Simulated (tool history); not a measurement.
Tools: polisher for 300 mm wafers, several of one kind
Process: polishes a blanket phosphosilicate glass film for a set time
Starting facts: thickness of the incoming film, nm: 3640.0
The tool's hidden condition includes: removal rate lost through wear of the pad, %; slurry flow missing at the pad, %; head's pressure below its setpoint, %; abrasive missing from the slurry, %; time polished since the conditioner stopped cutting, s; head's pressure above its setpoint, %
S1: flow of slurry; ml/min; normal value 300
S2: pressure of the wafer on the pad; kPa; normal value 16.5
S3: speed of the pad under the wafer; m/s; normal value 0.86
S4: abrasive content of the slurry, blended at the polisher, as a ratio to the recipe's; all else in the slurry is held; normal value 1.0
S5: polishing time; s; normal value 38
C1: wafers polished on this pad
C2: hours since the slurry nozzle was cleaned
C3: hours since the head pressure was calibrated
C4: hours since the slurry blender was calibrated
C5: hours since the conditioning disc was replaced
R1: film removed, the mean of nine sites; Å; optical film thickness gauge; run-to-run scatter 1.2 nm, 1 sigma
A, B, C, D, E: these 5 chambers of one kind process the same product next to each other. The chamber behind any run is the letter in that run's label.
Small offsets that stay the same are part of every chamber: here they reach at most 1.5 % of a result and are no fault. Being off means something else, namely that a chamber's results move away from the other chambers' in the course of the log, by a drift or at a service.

-- hour=1.8 chamber A: worn pad replaced by a new one
run 1D hour=4.3 | S1=300 S2=16.5 S3=0.86 S4=1.0 S5=38 | C1=752 C2=239.8 C3=534.2 C4=154.2 C5=145.2 | R1=1989.5
run 2E hour=11.5 | S1=300 S2=16.5 S3=0.86 S4=1.0 S5=38 | C1=966 C2=158.6 C3=22.1 C4=140.4 C5=17.7 | R1=2011.3
-- hour=14.9 chamber E: worn pad replaced by a new one
run 3B hour=18.2 | S1=300 S2=16.5 S3=0.86 S4=1.0 S5=38 | C1=717 C2=212.0 C3=532.9 C4=40.9 C5=121.8 | R1=1975.8
-- hour=19.7 chamber D: worn pad replaced by a new one
run 4C hour=25.7 | S1=300 S2=16.5 S3=0.86 S4=1.0 S5=38 | C1=983 C2=113.8 C3=650.8 C4=141.7 C5=269.7 | R1=2000.5
-- hour=32.1 chamber A: slurry nozzle cleaned
run 5A hour=32.1 | S1=300 S2=16.5 S3=0.86 S4=1.0 S5=38 | C1=350 C2=0.0 C3=1233.8 C4=79.0 C5=199.8 | R1=2010.5
run 6B hour=37.1 | S1=300 S2=16.5 S3=0.86 S4=1.0 S5=38 | C1=935 C2=230.9 C3=551.8 C4=59.8 C5=140.7 | R1=1973.5
run 7A hour=43.0 | S1=300 S2=16.5 S3=0.86 S4=1.0 S5=38 | C1=475 C2=10.9 C3=1244.7 C4=89.9 C5=210.7 | R1=2006.4
-- hour=44.9 chamber D: head pressure recalibrated
run 8D hour=47.4 | S1=300 S2=16.5 S3=0.86 S4=1.0 S5=38 | C1=319 C2=282.9 C3=2.5 C4=197.3 C5=188.3 | R1=1999.8
run 9E hour=52.1 | S1=300 S2=16.5 S3=0.86 S4=1.0 S5=38 | C1=429 C2=199.2 C3=62.7 C4=181.0 C5=58.3 | R1=1977.4
run 10C hour=55.8 | S1=300 S2=16.5 S3=0.86 S4=1.0 S5=38 | C1=1331 C2=143.9 C3=680.9 C4=171.8 C5=299.8 | R1=1996.3
-- hour=56.7 chamber A: worn pad replaced by a new one
-- hour=61.3 chamber C: worn pad replaced by a new one
run 11D hour=63.2 | S1=300 S2=16.5 S3=0.86 S4=1.0 S5=38 | C1=502 C2=298.7 C3=18.3 C4=213.1 C5=204.1 | R1=2015.5
run 12B hour=68.2 | S1=300 S2=16.5 S3=0.86 S4=1.0 S5=38 | C1=1294 C2=262.0 C3=582.9 C4=90.9 C5=171.8 | R1=1946.9
run 13E hour=73.4 | S1=300 S2=16.5 S3=0.86 S4=1.0 S5=38 | C1=675 C2=220.5 C3=84.0 C4=202.3 C5=79.6 | R1=1991.2
run 14C hour=79.5 | S1=300 S2=16.5 S3=0.86 S4=1.0 S5=38 | C1=210 C2=167.6 C3=704.6 C4=195.5 C5=323.5 | R1=1993.0
run 15A hour=85.9 | S1=300 S2=16.5 S3=0.86 S4=1.0 S5=38 | C1=337 C2=53.8 C3=1287.6 C4=132.8 C5=253.6 | R1=2010.9
run 16E hour=89.7 | S1=300 S2=16.5 S3=0.86 S4=1.0 S5=38 | C1=863 C2=236.8 C3=100.3 C4=218.6 C5=95.9 | R1=2000.3
-- hour=90.9 chamber B: worn pad replaced by a new one
run 17B hour=93.5 | S1=300 S2=16.5 S3=0.86 S4=1.0 S5=38 | C1=30 C2=287.3 C3=608.2 C4=116.2 C5=197.1 | R1=1975.4
-- hour=99.8 chamber E: worn pad replaced by a new one
run 18D hour=99.8 | S1=300 S2=16.5 S3=0.86 S4=1.0 S5=38 | C1=924 C2=335.3 C3=54.9 C4=249.7 C5=240.7 | R1=2009.5
run 19C hour=104.1 | S1=300 S2=16.5 S3=0.86 S4=1.0 S5=38 | C1=494 C2=192.2 C3=729.2 C4=220.1 C5=348.1 | R1=1998.0
run 20A hour=108.1 | S1=300 S2=16.5 S3=0.86 S4=1.0 S5=38 | C1=593 C2=76.0 C3=1309.8 C4=155.0 C5=275.8 | R1=2002.0
-- hour=112.7 chamber A: worn pad replaced by a new one
run 21A hour=113.6 | S1=300 S2=16.5 S3=0.86 S4=1.0 S5=38 | C1=11 C2=81.5 C3=1315.3 C4=160.5 C5=281.3 | R1=2007.4
-- hour=116.2 chamber D: worn pad replaced by a new one
run 22E hour=120.4 | S1=300 S2=16.5 S3=0.86 S4=1.0 S5=38 | C1=238 C2=267.5 C3=131.0 C4=249.3 C5=126.6 | R1=2004.6
run 23B hour=125.9 | S1=300 S2=16.5 S3=0.86 S4=1.0 S5=38 | C1=404 C2=319.7 C3=640.6 C4=148.6 C5=229.5 | R1=1983.7
-- hour=126.0 chamber B: head pressure recalibrated
-- hour=129.3 chamber A: slurry blender recalibrated
run 24D hour=130.2 | S1=300 S2=13.8 S3=0.86 S4=1.2 S5=38 | C1=162 C2=365.7 C3=85.3 C4=280.1 C5=271.1 | R1=1819.3
-- hour=135.6 chamber E: slurry blender recalibrated
run 25C hour=137.3 | S1=300 S2=13.8 S3=0.86 S4=1.2 S5=38 | C1=877 C2=225.4 C3=762.4 C4=253.3 C5=381.3 | R1=1821.0
run 26E hour=144.6 | S1=300 S2=13.8 S3=0.86 S4=1.2 S5=38 | C1=517 C2=291.7 C3=155.2 C4=9.0 C5=150.8 | R1=1811.7
-- hour=146.0 chamber D: slurry blender recalibrated
run 27D hour=152.1 | S1=300 S2=13.8 S3=0.86 S4=1.2 S5=38 | C1=415 C2=387.6 C3=107.2 C4=6.1 C5=293.0 | R1=1836.5
run 28A hour=156.8 | S1=300 S2=13.8 S3=0.86 S4=1.2 S5=38 | C1=509 C2=124.7 C3=1358.5 C4=27.5 C5=324.5 | R1=1836.6
-- hour=157.4 chamber B: conditioning disc replaced and pad reconditioned
run 29B hour=163.8 | S1=300 S2=16.5 S3=0.86 S4=1.0 S5=38 | C1=841 C2=357.6 C3=37.8 C4=186.5 C5=6.5 | R1=1997.2
-- hour=166.7 chamber C: worn pad replaced by a new one
run 30C hour=168.2 | S1=300 S2=16.5 S3=0.86 S4=1.0 S5=38 | C1=18 C2=256.3 C3=793.3 C4=284.2 C5=412.2 | R1=2020.5

Is one chamber off against the others, does the gauge drift, or is nothing wrong? If a chamber is off, say which, and what the likeliest cause is.

Beyond each chamber's small constant offset nothing stands out, and the gauge stays steady.

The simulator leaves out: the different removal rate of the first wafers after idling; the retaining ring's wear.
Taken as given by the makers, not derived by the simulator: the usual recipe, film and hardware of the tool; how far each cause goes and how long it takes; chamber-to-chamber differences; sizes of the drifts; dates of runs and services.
